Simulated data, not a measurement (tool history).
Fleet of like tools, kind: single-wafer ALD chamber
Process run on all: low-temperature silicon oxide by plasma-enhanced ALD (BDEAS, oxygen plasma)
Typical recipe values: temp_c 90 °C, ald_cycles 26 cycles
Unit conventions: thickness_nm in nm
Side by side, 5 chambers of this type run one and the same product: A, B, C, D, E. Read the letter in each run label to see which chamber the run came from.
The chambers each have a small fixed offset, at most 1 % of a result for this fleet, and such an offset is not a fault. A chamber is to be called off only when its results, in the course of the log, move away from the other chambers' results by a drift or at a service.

run	hour	temp_c	ald_cycles	hours since the last thermocouple change	read-back reference wafer on the same gauge, thickness_nm	thickness_nm
1E	4.1	90	26	650.6	4.1298	3.8191
2D	7.8	90	26	179.6	4.1271	3.8738
3C	10.5	90	26	828.9	4.1294	3.8264
4A	13	90	26	1367.3	4.1293	3.8642
5B	17	90	26	515.3	4.1276	3.8441
6A	19.6	90	26	1373.9	4.1273	3.8574
7E	24.1	90	26	670.6	4.1259	3.8157
8C	29	78	22	847.4	4.1266	3.3754
9D	33	78	22	204.8	4.1256	3.4223
10B	35.6	78	22	533.9	4.1257	3.3876
# hour 38.1: chamber A: thermocouple changed; heater temperature recalibrated
11C	39	78	22	857.4	4.1257	3.3793
12B	42.8	78	22	541.1	4.1252	3.3821
13E	47.2	99	21	693.7	4.1245	2.9835
14A	52.4	99	21	14.4	4.1217	3.0167
15D	57.2	99	21	229	4.1222	3.0369
16A	60.7	99	21	22.7	4.1217	3.0202
17C	65.4	99	21	883.8	4.1218	2.9927
18E	69.4	78	26	715.9	4.1216	3.9629
19B	72.5	78	26	570.8	4.1216	3.9969
20D	76.3	78	26	248.1	4.1197	4.0349
21B	81.1	78	26	579.4	4.1183	3.9978
22E	84.9	78	26	731.4	4.1192	3.9697
23A	87.3	90	26	49.3	4.1189	3.8567
24D	92.6	90	26	264.4	4.117	3.8735
25C	95.9	82	22	914.3	4.1179	3.3202
26D	100.8	82	22	272.6	4.117	3.3688
27E	103.7	82	22	750.2	4.1172	3.3132
28A	106.8	82	22	68.8	4.1147	3.3474
29B	111.8	82	22	610.1	4.1165	3.3296
30C	117	90	26	935.4	4.1135	3.8182
31E	119.6	90	26	766.1	4.1143	3.8002
32D	123.2	90	26	295	4.1137	3.8701
33A	126.8	90	26	88.8	4.1142	3.8454
34B	129.7	90	26	628	4.1146	3.8261
35C	132.6	90	26	951	4.1119	3.8135
36B	135.9	90	26	634.2	4.1109	3.8271
37C	140.9	90	26	959.3	4.1116	3.8188
38E	145.1	90	26	791.6	4.1113	3.8072

Is one chamber off against the others, does the gauge drift, or is nothing wrong? If a chamber is off, say which, and what the likeliest cause is.

It is the gauge, not a chamber: its drift shows up in every chamber's results at once, and no chamber is off.
Likeliest cause: gauge reads low (%) = 0.469.
